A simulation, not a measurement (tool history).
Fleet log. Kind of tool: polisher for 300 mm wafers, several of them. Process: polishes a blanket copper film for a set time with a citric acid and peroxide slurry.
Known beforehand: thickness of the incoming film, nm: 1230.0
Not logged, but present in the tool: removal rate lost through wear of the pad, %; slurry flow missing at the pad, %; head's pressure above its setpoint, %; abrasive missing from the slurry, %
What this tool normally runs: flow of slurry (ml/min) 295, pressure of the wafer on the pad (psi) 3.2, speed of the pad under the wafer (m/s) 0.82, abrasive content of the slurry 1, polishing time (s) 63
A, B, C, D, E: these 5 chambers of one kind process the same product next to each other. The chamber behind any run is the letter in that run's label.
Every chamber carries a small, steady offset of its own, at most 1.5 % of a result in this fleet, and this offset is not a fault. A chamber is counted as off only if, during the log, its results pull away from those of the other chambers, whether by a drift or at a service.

run	hour	flow of slurry (ml/min)	pressure of the wafer on the pad (psi)	speed of the pad under the wafer (m/s)	abrasive content of the slurry	polishing time (s)	wafers polished on this pad	hours since the slurry nozzle was cleaned	hours since the head pressure was calibrated	hours since the slurry blender was calibrated	film removed (Å)
1B	3.9	295	3.2	0.82	1	63	346	32.6	375.7	145.8	1493.6
# hour 10.8: chamber A: worn pad replaced by a new one
2C	11.4	295	3.2	0.82	1	63	267	245.2	212.8	52.0	1485.6
3E	15.5	295	3.2	0.82	1	63	202	581.0	636.2	33.9	1474.3
4D	22.8	295	3.2	0.82	1	63	1067	181.5	60.8	305.5	1427.4
# hour 26.4: chamber C: slurry nozzle cleaned
5A	27.3	295	3.2	0.82	1	63	204	478.1	657.3	86.6	1459.6
# hour 29.3: chamber D: worn pad replaced by a new one
6C	32.5	295	3.2	0.82	1	63	527	6.1	233.9	73.1	1498.6
7B	39.9	295	3.2	0.82	1	63	790	68.6	411.7	181.8	1482.9
8A	46.7	295	3.2	0.82	1	63	444	497.5	676.7	106.0	1478.4
# hour 48.8: chamber C: worn pad replaced by a new one
9E	51.0	295	3.2	0.82	1	63	640	616.5	671.7	69.4	1475.6
# hour 52.8: chamber B: worn pad replaced by a new one
# hour 55.7: chamber A: slurry nozzle cleaned
10D	57.9	295	3.2	0.82	1	63	353	216.6	95.9	340.6	1439.4
11D	62.7	295	4.3	0.82	1	63	412	221.4	100.7	345.4	1976.9
# hour 63.5: chamber E: worn pad replaced by a new one
12C	70.5	295	4.3	0.82	1	63	268	44.1	271.9	111.1	2007.8
13A	75.2	295	4.3	0.82	1	63	796	19.6	705.2	134.5	1956.7
14E	80.3	295	4.3	0.82	1	63	208	645.8	701.0	98.7	1975.5
15B	86.4	295	4.3	0.82	1	63	416	115.1	458.2	228.3	1979.0
# hour 87.5: chamber E: head pressure recalibrated
16E	92.3	295	3.2	0.82	1	63	356	657.8	4.9	110.7	1620.9
# hour 92.6: chamber A: worn pad replaced by a new one
# hour 93.8: chamber E: slurry blender recalibrated
# hour 94.6: chamber E: slurry nozzle cleaned
# hour 97.4: chamber C: worn pad replaced by a new one
17A	100.3	295	3.2	0.82	1	63	95	44.7	730.3	159.6	1472.1
18B	106.8	295	3.2	0.82	1	63	668	135.5	478.6	248.7	1505.8
# hour 108.0: chamber D: worn pad replaced by a new one
19C	115.2	295	3.2	0.82	1	63	220	88.8	316.6	155.8	1481.6
20D	121.0	295	3.2	0.82	1	63	161	279.7	159.0	403.7	1448.4
# hour 127.6: chamber B: worn pad replaced by a new one
21C	129.3	295	3.2	0.82	1	63	395	102.9	330.7	169.9	1483.0
22B	134.0	325	3.2	0.82	1	63	79	162.7	505.8	275.9	1507.9
23A	138.4	325	3.2	0.82	1	63	566	82.8	768.4	197.7	1484.8
# hour 139.9: chamber E: worn pad replaced by a new one
24E	142.5	325	3.2	0.82	1	63	33	48.0	55.1	48.8	1608.6
25D	149.7	325	3.2	0.82	1	63	515	308.4	187.7	432.4	1465.6
# hour 153.3: chamber D: slurry blender recalibrated
# hour 153.3: chamber C: worn pad replaced by a new one
26B	154.2	325	3.2	0.82	1	63	329	182.9	526.0	296.1	1520.1
27E	158.7	295	3.2	0.82	1	63	233	64.2	71.3	65.0	1621.1
28D	164.3	295	3.2	0.82	1	63	696	323.0	202.3	11.1	1454.8
# hour 169.4: chamber A: worn pad replaced by a new one
29C	169.9	295	3.2	0.82	1	63	206	143.5	371.3	210.5	1472.4
30A	175.6	295	3.2	0.82	1	63	76	120.0	805.6	234.9	1465.3
31B	183.8	295	3.2	0.82	1	63	694	212.5	555.6	325.7	1485.9
32E	189.0	295	3.2	0.82	1	63	607	94.5	101.6	95.3	1620.5

The same settings go to every chamber for the next run, one line per chamber below. Forecast the results for each:
33A	195.1	295	3.2	0.82	1	63					?
33B	195.1	295	3.2	0.82	1	63					?
33C	195.1	295	3.2	0.82	1	63					?
33D	195.1	295	3.2	0.82	1	63					?
33E	195.1	295	3.2	0.82	1	63					?

run	film removed (Å)
33A	1477.9
33B	1493.4
33C	1499.9
33D	1467.6
33E	1590.3
